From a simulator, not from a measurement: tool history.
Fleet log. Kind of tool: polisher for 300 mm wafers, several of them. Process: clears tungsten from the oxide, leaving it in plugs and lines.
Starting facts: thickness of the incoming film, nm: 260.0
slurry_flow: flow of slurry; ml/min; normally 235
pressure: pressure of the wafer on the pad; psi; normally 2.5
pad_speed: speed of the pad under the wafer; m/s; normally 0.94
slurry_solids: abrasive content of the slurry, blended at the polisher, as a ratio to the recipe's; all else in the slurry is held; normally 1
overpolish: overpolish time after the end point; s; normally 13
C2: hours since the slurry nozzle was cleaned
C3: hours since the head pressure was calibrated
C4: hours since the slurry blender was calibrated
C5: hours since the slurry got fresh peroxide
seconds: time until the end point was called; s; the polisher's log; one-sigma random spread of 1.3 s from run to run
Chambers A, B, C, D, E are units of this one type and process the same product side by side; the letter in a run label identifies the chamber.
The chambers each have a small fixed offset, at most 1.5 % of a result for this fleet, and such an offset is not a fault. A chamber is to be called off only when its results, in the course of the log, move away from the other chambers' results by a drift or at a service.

At day 0.033: chamber A: slurry tank refilled with fresh slurry and peroxide.
At day 0.088: chamber A: slurry blender recalibrated.
Run 1A, day 0.475: usual settings; wafers polished on this pad 398; C2 569.8; C3 317.4; C4 9.3; C5 10.6. Result: seconds 93.785 s.
At day 0.608: chamber C: slurry tank refilled with fresh slurry and peroxide.
Run 2B, day 0.725: usual settings; wafers polished on this pad 1078; C2 64.3; C3 400.4; C4 101.1; C5 105.9. Result: seconds 97.574 s.
Run 3E, day 1.062: usual settings; wafers polished on this pad 417; C2 74.2; C3 180.3; C4 252.2; C5 30.4. Result: seconds 94.373 s.
Run 4D, day 1.388: usual settings; wafers polished on this pad 868; C2 227.1; C3 292; C4 291.6; C5 55.5. Result: seconds 96.082 s.
Run 5C, day 1.8: usual settings but slurry_flow 175 ml/min, pressure 1.8 psi; wafers polished on this pad 499; C2 205.6; C3 45; C4 50.4; C5 28.7. Result: seconds 140.58 s.
Run 6E, day 2.192: usual settings but slurry_flow 175 ml/min, pressure 1.8 psi; wafers polished on this pad 613; C2 101.3; C3 207.4; C4 279.3; C5 57.5. Result: seconds 133.73 s.
At day 2.242: chamber D: slurry blender recalibrated.
Run 7B, day 2.488: usual settings but slurry_flow 175 ml/min, pressure 1.8 psi; wafers polished on this pad 1384; C2 106.6; C3 442.7; C4 143.4; C5 148.2. Result: seconds 139.87 s.
At day 2.492: chamber B: worn pad replaced by a new one.
At day 2.708: chamber D: worn pad replaced by a new one.
Run 8D, day 2.904: usual settings but slurry_flow 175 ml/min, pressure 1.8 psi; wafers polished on this pad 34; C2 263.5; C3 328.4; C4 16; C5 91.9. Result: seconds 141.68 s.
Run 9C, day 3.333: usual settings but slurry_flow 175 ml/min, pressure 1.8 psi; wafers polished on this pad 765; C2 242.4; C3 81.8; C4 87.2; C5 65.5. Result: seconds 143.09 s.
Run 10A, day 3.608: usual settings; wafers polished on this pad 942; C2 645; C3 392.6; C4 84.5; C5 85.8. Result: seconds 96.274 s.
At day 3.862: chamber C: worn pad replaced by a new one.
At day 4.004: chamber D: slurry tank refilled with fresh slurry and peroxide.
Run 11D, day 4.054: usual settings; wafers polished on this pad 234; C2 291.1; C3 356; C4 43.6; C5 1.3. Result: seconds 97.663 s.
Run 12B, day 4.496: usual settings; wafers polished on this pad 348; C2 154.8; C3 490.9; C4 191.6; C5 196.4. Result: seconds 96.568 s.
At day 4.512: chamber E: worn pad replaced by a new one.
At day 4.696: chamber B: head pressure recalibrated.
Run 13E, day 4.971: usual settings; wafers polished on this pad 79; C2 168; C3 274.1; C4 346; C5 124.2. Result: seconds 95.495 s.
At day 5.033: chamber A: worn pad replaced by a new one.
At day 5.246: chamber C: slurry blender recalibrated.
Run 14A, day 5.383: usual settings; wafers polished on this pad 61; C2 687.6; C3 435.2; C4 127.1; C5 128.4. Result: seconds 95.256 s.
At day 5.392: chamber E: slurry tank refilled with fresh slurry and peroxide.
Run 15C, day 5.925: usual settings; wafers polished on this pad 358; C2 304.6; C3 144; C4 16.4; C5 127.7. Result: seconds 96.605 s.
Run 16C, day 6.312: usual settings but slurry_solids 0.75; wafers polished on this pad 426; C2 313.9; C3 153.3; C4 25.7; C5 137. Result: seconds 106.85 s.
At day 6.525: chamber A: slurry tank refilled with fresh slurry and peroxide.
Run 17D, day 6.6: usual settings but slurry_solids 0.75; wafers polished on this pad 676; C2 352.2; C3 417.1; C4 104.7; C5 62.4. Result: seconds 104.52 s.
At day 6.646: chamber B: slurry blender recalibrated.
Run 18B, day 7.021: usual settings but slurry_solids 0.75; wafers polished on this pad 787; C2 215.4; C3 55.9; C4 9.1; C5 257. Result: seconds 103.57 s.
Run 19A, day 7.338: usual settings but slurry_solids 0.75; wafers polished on this pad 400; C2 734.5; C3 482.1; C4 174; C5 19.5. Result: seconds 103.94 s.
Run 20E, day 7.808: usual settings but slurry_solids 0.75; wafers polished on this pad 572; C2 236.1; C3 342.2; C4 414.1; C5 58.1. Result: seconds 102.07 s.
At day 7.942: chamber C: slurry tank refilled with fresh slurry and peroxide.
At day 8.004: chamber C: worn pad replaced by a new one.
At day 8.096: chamber C: slurry nozzle cleaned.
At day 8.258: chamber E: slurry blender recalibrated.
Run 21A, day 8.283: usual settings but pressure 1.8 psi, overpolish 21 s; wafers polished on this pad 565; C2 757.2; C3 504.8; C4 196.7; C5 42.2. Result: seconds 136.93 s.
Run 22B, day 8.75: usual settings but pressure 1.8 psi, overpolish 21 s; wafers polished on this pad 1087; C2 256.9; C3 97.4; C4 50.6; C5 298.5. Result: seconds 139.98 s.
At day 8.938: chamber A: slurry nozzle cleaned.
Run 23C, day 9.004: usual settings but pressure 1.8 psi, overpolish 21 s; wafers polished on this pad 174; C2 21.8; C3 217.9; C4 90.3; C5 25.6. Result: seconds 136.61 s.
Run 24E, day 9.258: usual settings but pressure 1.8 psi, overpolish 21 s; wafers polished on this pad 824; C2 270.9; C3 377; C4 24.1; C5 92.9. Result: seconds 129.51 s.
At day 9.308: chamber D: worn pad replaced by a new one.
At day 9.45: chamber D: slurry tank refilled with fresh slurry and peroxide.
Run 25D, day 9.708: usual settings but pressure 1.8 psi, overpolish 21 s; wafers polished on this pad 69; C2 426.8; C3 491.7; C4 179.3; C5 6.2. Result: seconds 135.85 s.
At day 9.808: chamber E: worn pad replaced by a new one.
Run 26E, day 10.142: usual settings; wafers polished on this pad 58; C2 292.1; C3 398.2; C4 45.3; C5 114.1. Result: seconds 92.388 s.
At day 10.154: chamber B: worn pad replaced by a new one.
Run 27A, day 10.575: usual settings but pad_speed 1.08 m/s, slurry_solids 0.8; wafers polished on this pad 963; C2 39.4; C3 559.8; C4 251.7; C5 97.2. Result: seconds 88.394 s.
Run 28B, day 10.829: usual settings but pad_speed 1.08 m/s, slurry_solids 0.8; wafers polished on this pad 117; C2 306.8; C3 147.3; C4 100.5; C5 348.4. Result: seconds 94.647 s.
At day 10.9: chamber A: worn pad replaced by a new one.
Run 29C, day 11.062: usual settings but pad_speed 1.08 m/s, slurry_solids 0.8; wafers polished on this pad 532; C2 71.2; C3 267.3; C4 139.7; C5 75. Result: seconds 88.212 s.
At day 11.558: chamber E: slurry tank refilled with fresh slurry and peroxide.
Run 30D, day 11.579: usual settings but pad_speed 1.08 m/s, slurry_solids 0.8; wafers polished on this pad 394; C2 471.7; C3 536.6; C4 224.2; C5 51.1. Result: seconds 87.346 s.
Run 31A, day 12.112: usual settings but pad_speed 1.08 m/s, slurry_solids 0.8; wafers polished on this pad 210; C2 76.3; C3 596.7; C4 288.6; C5 134.1. Result: seconds 88.366 s.
At day 12.208: chamber C: slurry blender recalibrated.
Run 32E, day 12.375: usual settings; wafers polished on this pad 446; C2 345.7; C3 451.8; C4 98.9; C5 19.6. Result: seconds 93.967 s.
Run 33C, day 12.817: usual settings; wafers polished on this pad 836; C2 113.3; C3 309.4; C4 14.6; C5 117.1. Result: seconds 97.569 s.
Run 34D, day 13.179: usual settings but pressure 2 psi; wafers polished on this pad 672; C2 510.1; C3 575; C4 262.6; C5 89.5. Result: seconds 121.23 s.
Run 35B, day 13.571: usual settings but pressure 2 psi; wafers polished on this pad 593; C2 372.6; C3 213.1; C4 166.3; C5 414.2. Result: seconds 133.45 s.
Run 36B, day 14.029: usual settings but pressure 2 psi; wafers polished on this pad 673; C2 383.6; C3 224.1; C4 177.3; C5 425.2. Result: seconds 132.09 s.

All chambers now run identical settings, listed one chamber a line with results as question marks. What results will each chamber show?
Run 37A, day 14.421: usual settings. Result: seconds ?.
Run 37B, day 14.421: usual settings. Result: seconds ?.
Run 37C, day 14.421: usual settings. Result: seconds ?.
Run 37D, day 14.421: usual settings. Result: seconds ?.
Run 37E, day 14.421: usual settings. Result: seconds ?.

run  seconds
37A   95.985
37B   105.85
37C   98.989
37D   97.227
37E   93.958
